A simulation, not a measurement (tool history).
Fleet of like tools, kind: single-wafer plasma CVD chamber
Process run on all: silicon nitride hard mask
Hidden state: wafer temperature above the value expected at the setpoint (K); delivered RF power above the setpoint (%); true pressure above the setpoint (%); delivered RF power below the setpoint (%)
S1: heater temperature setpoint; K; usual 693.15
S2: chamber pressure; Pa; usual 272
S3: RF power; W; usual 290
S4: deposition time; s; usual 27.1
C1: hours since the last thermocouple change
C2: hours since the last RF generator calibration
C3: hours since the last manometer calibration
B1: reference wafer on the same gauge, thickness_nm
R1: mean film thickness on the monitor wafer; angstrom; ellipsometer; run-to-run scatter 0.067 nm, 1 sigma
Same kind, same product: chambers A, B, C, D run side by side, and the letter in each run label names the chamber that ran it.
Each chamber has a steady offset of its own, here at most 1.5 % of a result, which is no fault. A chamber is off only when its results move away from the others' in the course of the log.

run	hour	S1	S2	S3	S4	C1	C2	C3	B1	R1
1D	8.9	693.15	272	290	27.1	401.3	329.1	287.3	27.306	319.79
2A	22.6	693.15	272	290	27.1	2806.1	1189.8	845.1	27.294	325.34
3C	33.9	693.15	272	290	27.1	1093.4	1183.9	727.0	27.294	323.63
4B	47.1	693.15	272	290	27.1	2285.7	1096.9	389.3	27.296	326.24
5D	59.3	693.15	272	290	27.1	451.7	379.5	337.7	27.306	319.69
6C	70.0	693.15	272	290	27.1	1129.5	1220.0	763.1	27.297	323.31
# hour 79.6: chamber B: thermocouple changed; heater temperature recalibrated
7A	81.2	687.15	272	235	27.1	2864.7	1248.4	903.7	27.297	282.03
8B	97.0	687.15	272	235	27.1	17.4	1146.8	439.2	27.289	282.67
9B	108.4	687.15	272	235	27.1	28.8	1158.2	450.6	27.303	282.58
10C	116.3	687.15	272	235	27.1	1175.8	1266.3	809.4	27.292	279.72
11D	128.7	693.15	272	290	27.1	521.1	448.9	407.1	27.292	319.55
12A	137.2	693.15	272	290	27.1	2920.7	1304.4	959.7	27.297	325.04
13D	146.8	693.15	272	290	27.1	539.2	467.0	425.2	27.318	320.53
14B	153.8	698.15	272	310	27.1	74.2	1203.6	496.0	27.312	339.17
15A	168.9	698.15	272	310	27.1	2952.4	1336.1	991.4	27.291	338.69
16C	176.9	698.15	272	310	27.1	1236.4	1326.9	870.0	27.300	335.75
17B	184.3	698.15	272	310	27.1	104.7	1234.1	526.5	27.291	339.99
18A	194.5	693.15	272	290	27.1	2978.0	1361.7	1017.0	27.291	325.35
19C	210.0	693.15	272	290	27.1	1269.5	1360.0	903.1	27.313	322.67
20D	217.1	693.15	272	290	27.1	609.5	537.3	495.5	27.304	320.05
21A	232.7	693.15	272	340	24.6	3016.2	1399.9	1055.2	27.295	326.47
22D	248.2	693.15	272	340	24.6	640.6	568.4	526.6	27.285	321.08
23B	263.0	693.15	272	340	24.6	183.4	1312.8	605.2	27.305	328.69
24C	276.0	693.15	272	340	24.6	1335.5	1426.0	969.1	27.296	325.14
# hour 282.5: chamber C: RF generator calibrated
25A	286.8	693.15	272	290	27.1	3070.3	1454.0	1109.3	27.295	324.85
26B	302.1	693.15	272	290	27.1	222.5	1351.9	644.3	27.300	326.49
# hour 307.0: chamber A: thermocouple changed; heater temperature recalibrated
27D	311.3	693.15	272	290	27.1	703.7	631.5	589.7	27.286	320.46
28C	322.0	693.15	272	290	27.1	1381.5	39.6	1015.1	27.299	323.25
29B	332.2	693.15	272	290	27.1	252.6	1382.0	674.4	27.293	326.58
30C	342.8	693.15	272	290	27.1	1402.3	60.4	1035.9	27.295	322.51
31A	356.8	693.15	272	290	27.1	49.8	1524.0	1179.3	27.298	325.12
32D	371.8	693.15	272	290	27.1	764.2	692.0	650.2	27.307	320.23
33A	382.2	693.15	272	290	27.1	75.2	1549.4	1204.7	27.303	326.30
34C	395.4	693.15	272	290	27.1	1454.9	113.0	1088.5	27.320	321.73
35B	406.8	693.15	272	290	27.1	327.2	1456.6	749.0	27.293	326.68
36D	419.0	693.15	272	290	27.1	811.4	739.2	697.4	27.304	319.70
37D	432.6	693.15	272	290	27.1	825.0	752.8	711.0	27.306	319.19
38B	441.5	693.15	272	290	27.1	361.9	1491.3	783.7	27.293	327.53
39A	454.6	693.15	272	290	27.1	147.6	1621.8	1277.1	27.318	325.86
40C	467.6	693.15	272	290	27.1	1527.1	185.2	1160.7	27.302	322.63
41B	482.5	693.15	272	290	27.1	402.9	1532.3	824.7	27.297	326.09
42C	490.4	693.15	272	290	23.3	1549.9	208.0	1183.5	27.303	277.52
43D	497.4	693.15	272	290	23.3	889.8	817.6	775.8	27.295	274.83
44A	510.3	693.15	272	290	23.3	203.3	1677.5	1332.8	27.305	280.26

What goes on in this fleet: one chamber off, a drifting gauge, or nothing beyond the chambers' own small offsets? Name the chamber and the cause, if any.

No chamber stands off beyond its own small offset, and the gauge holds steady.

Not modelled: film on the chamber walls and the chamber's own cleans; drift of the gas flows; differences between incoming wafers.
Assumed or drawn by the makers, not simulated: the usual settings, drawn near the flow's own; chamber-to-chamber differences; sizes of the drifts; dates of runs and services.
